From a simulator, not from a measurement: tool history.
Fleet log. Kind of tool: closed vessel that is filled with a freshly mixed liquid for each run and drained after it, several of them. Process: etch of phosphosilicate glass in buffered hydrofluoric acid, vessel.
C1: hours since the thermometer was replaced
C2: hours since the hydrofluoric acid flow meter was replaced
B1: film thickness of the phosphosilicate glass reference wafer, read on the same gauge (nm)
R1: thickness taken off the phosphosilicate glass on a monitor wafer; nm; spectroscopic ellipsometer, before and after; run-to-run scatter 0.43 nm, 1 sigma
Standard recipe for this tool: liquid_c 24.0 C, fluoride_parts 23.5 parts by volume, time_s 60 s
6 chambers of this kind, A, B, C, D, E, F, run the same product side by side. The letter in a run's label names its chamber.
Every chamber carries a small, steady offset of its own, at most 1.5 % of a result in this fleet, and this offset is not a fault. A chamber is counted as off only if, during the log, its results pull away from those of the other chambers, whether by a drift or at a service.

run 1B hour=7.9 | liquid_c=24.0 fluoride_parts=23.5 time_s=60 | C1=850.6 C2=674.7 | B1=60.028 | R1=98.308
run 2F hour=16.1 | liquid_c=24.0 fluoride_parts=23.5 time_s=60 | C1=819.0 C2=60.6 | B1=59.974 | R1=97.814
run 3A hour=22.0 | liquid_c=24.0 fluoride_parts=23.5 time_s=60 | C1=1792.4 C2=362.7 | B1=59.993 | R1=99.741
run 4C hour=28.3 | liquid_c=24.0 fluoride_parts=23.5 time_s=60 | C1=898.5 C2=1122.1 | B1=60.012 | R1=98.761
run 5E hour=35.3 | liquid_c=24.0 fluoride_parts=23.5 time_s=60 | C1=63.2 C2=1638.7 | B1=60.023 | R1=98.554
run 6D hour=44.2 | liquid_c=24.0 fluoride_parts=23.5 time_s=60 | C1=495.4 C2=1036.4 | B1=59.984 | R1=98.180
run 7A hour=51.1 | liquid_c=24.0 fluoride_parts=23.5 time_s=60 | C1=1821.5 C2=391.8 | B1=60.039 | R1=99.334
run 8D hour=58.5 | liquid_c=24.0 fluoride_parts=23.5 time_s=60 | C1=509.7 C2=1050.7 | B1=59.999 | R1=98.055
run 9E hour=63.2 | liquid_c=21.5 fluoride_parts=28.0 time_s=60 | C1=91.1 C2=1666.6 | B1=59.991 | R1=76.135
run 10F hour=67.8 | liquid_c=21.5 fluoride_parts=28.0 time_s=60 | C1=870.7 C2=112.3 | B1=60.025 | R1=75.303
run 11B hour=75.1 | liquid_c=21.5 fluoride_parts=28.0 time_s=60 | C1=917.8 C2=741.9 | B1=59.987 | R1=76.131
run 12C hour=83.7 | liquid_c=21.5 fluoride_parts=28.0 time_s=60 | C1=953.9 C2=1177.5 | B1=59.992 | R1=76.511
run 13F hour=91.4 | liquid_c=21.5 fluoride_parts=28.0 time_s=60 | C1=894.3 C2=135.9 | B1=59.978 | R1=75.500
run 14B hour=99.4 | liquid_c=21.5 fluoride_parts=28.0 time_s=60 | C1=942.1 C2=766.2 | B1=60.022 | R1=76.364
run 15D hour=105.6 | liquid_c=24.0 fluoride_parts=23.5 time_s=90 | C1=556.8 C2=1097.8 | B1=60.032 | R1=149.180
run 16C hour=110.2 | liquid_c=24.0 fluoride_parts=23.5 time_s=90 | C1=980.4 C2=1204.0 | B1=59.992 | R1=148.270
run 17A hour=118.9 | liquid_c=24.0 fluoride_parts=23.5 time_s=90 | C1=1889.3 C2=459.6 | B1=59.994 | R1=149.110
run 18E hour=129.0 | liquid_c=24.0 fluoride_parts=23.5 time_s=90 | C1=156.9 C2=1732.4 | B1=60.004 | R1=146.700
run 19A hour=135.3 | liquid_c=24.0 fluoride_parts=23.5 time_s=90 | C1=1905.7 C2=476.0 | B1=60.005 | R1=149.340
run 20B hour=141.6 | liquid_c=24.0 fluoride_parts=23.5 time_s=90 | C1=984.3 C2=808.4 | B1=60.004 | R1=147.440
run 21C hour=149.8 | liquid_c=24.0 fluoride_parts=23.5 time_s=60 | C1=1020.0 C2=1243.6 | B1=59.997 | R1=99.512
run 22D hour=158.0 | liquid_c=24.0 fluoride_parts=23.5 time_s=60 | C1=609.2 C2=1150.2 | B1=60.000 | R1=98.719
run 23E hour=162.7 | liquid_c=24.0 fluoride_parts=23.5 time_s=60 | C1=190.6 C2=1766.1 | B1=59.999 | R1=98.427
run 24F hour=171.7 | liquid_c=24.0 fluoride_parts=23.5 time_s=60 | C1=974.6 C2=216.2 | B1=59.984 | R1=97.727
run 25F hour=178.5 | liquid_c=24.0 fluoride_parts=23.5 time_s=60 | C1=981.4 C2=223.0 | B1=59.984 | R1=97.508
run 26E hour=188.9 | liquid_c=24.0 fluoride_parts=23.5 time_s=60 | C1=216.8 C2=1792.3 | B1=60.007 | R1=97.781
run 27A hour=193.5 | liquid_c=24.0 fluoride_parts=23.5 time_s=60 | C1=1963.9 C2=534.2 | B1=59.975 | R1=98.554
run 28B hour=199.7 | liquid_c=24.0 fluoride_parts=23.5 time_s=60 | C1=1042.4 C2=866.5 | B1=59.983 | R1=98.790
run 29D hour=209.3 | liquid_c=24.0 fluoride_parts=23.5 time_s=60 | C1=660.5 C2=1201.5 | B1=60.011 | R1=98.769
run 30C hour=218.0 | liquid_c=24.0 fluoride_parts=23.5 time_s=60 | C1=1088.2 C2=1311.8 | B1=60.008 | R1=98.926
run 31C hour=223.3 | liquid_c=24.0 fluoride_parts=23.5 time_s=60 | C1=1093.5 C2=1317.1 | B1=60.009 | R1=98.061
run 32E hour=230.9 | liquid_c=24.0 fluoride_parts=23.5 time_s=60 | C1=258.8 C2=1834.3 | B1=60.036 | R1=97.982
-- hour=236.8 chamber F: thermometer replaced
run 33B hour=240.3 | liquid_c=24.0 fluoride_parts=23.5 time_s=60 | C1=1083.0 C2=907.1 | B1=59.996 | R1=98.831
run 34A hour=247.2 | liquid_c=24.0 fluoride_parts=23.5 time_s=60 | C1=2017.6 C2=587.9 | B1=59.993 | R1=99.235
run 35D hour=252.6 | liquid_c=24.0 fluoride_parts=23.5 time_s=60 | C1=703.8 C2=1244.8 | B1=60.002 | R1=98.864
run 36F hour=259.2 | liquid_c=26.0 fluoride_parts=23.5 time_s=35 | C1=22.5 C2=303.7 | B1=59.978 | R1=63.157
run 37B hour=269.1 | liquid_c=26.0 fluoride_parts=23.5 time_s=35 | C1=1111.8 C2=935.9 | B1=59.998 | R1=64.327
run 38D hour=273.7 | liquid_c=26.0 fluoride_parts=23.5 time_s=35 | C1=724.9 C2=1265.9 | B1=59.992 | R1=64.106
run 39F hour=283.6 | liquid_c=26.0 fluoride_parts=23.5 time_s=35 | C1=46.9 C2=328.1 | B1=59.992 | R1=62.856
run 40E hour=293.1 | liquid_c=26.0 fluoride_parts=23.5 time_s=35 | C1=321.0 C2=1896.5 | B1=60.025 | R1=64.164
run 41A hour=298.4 | liquid_c=26.0 fluoride_parts=23.5 time_s=35 | C1=2068.8 C2=639.1 | B1=59.996 | R1=64.018

All chambers now run identical settings, listed one chamber a line with results as question marks. What results will each chamber show?
run 42A hour=305.8 | liquid_c=24.0 fluoride_parts=23.5 time_s=60 | R1=?
run 42B hour=305.8 | liquid_c=24.0 fluoride_parts=23.5 time_s=60 | R1=?
run 42C hour=305.8 | liquid_c=24.0 fluoride_parts=23.5 time_s=60 | R1=?
run 42D hour=305.8 | liquid_c=24.0 fluoride_parts=23.5 time_s=60 | R1=?
run 42E hour=305.8 | liquid_c=24.0 fluoride_parts=23.5 time_s=60 | R1=?
run 42F hour=305.8 | liquid_c=24.0 fluoride_parts=23.5 time_s=60 | R1=?

run=42A R1=99.274
run=42B R1=98.193
run=42C R1=98.938
run=42D R1=98.398
run=42E R1=97.774
run=42F R1=96.932

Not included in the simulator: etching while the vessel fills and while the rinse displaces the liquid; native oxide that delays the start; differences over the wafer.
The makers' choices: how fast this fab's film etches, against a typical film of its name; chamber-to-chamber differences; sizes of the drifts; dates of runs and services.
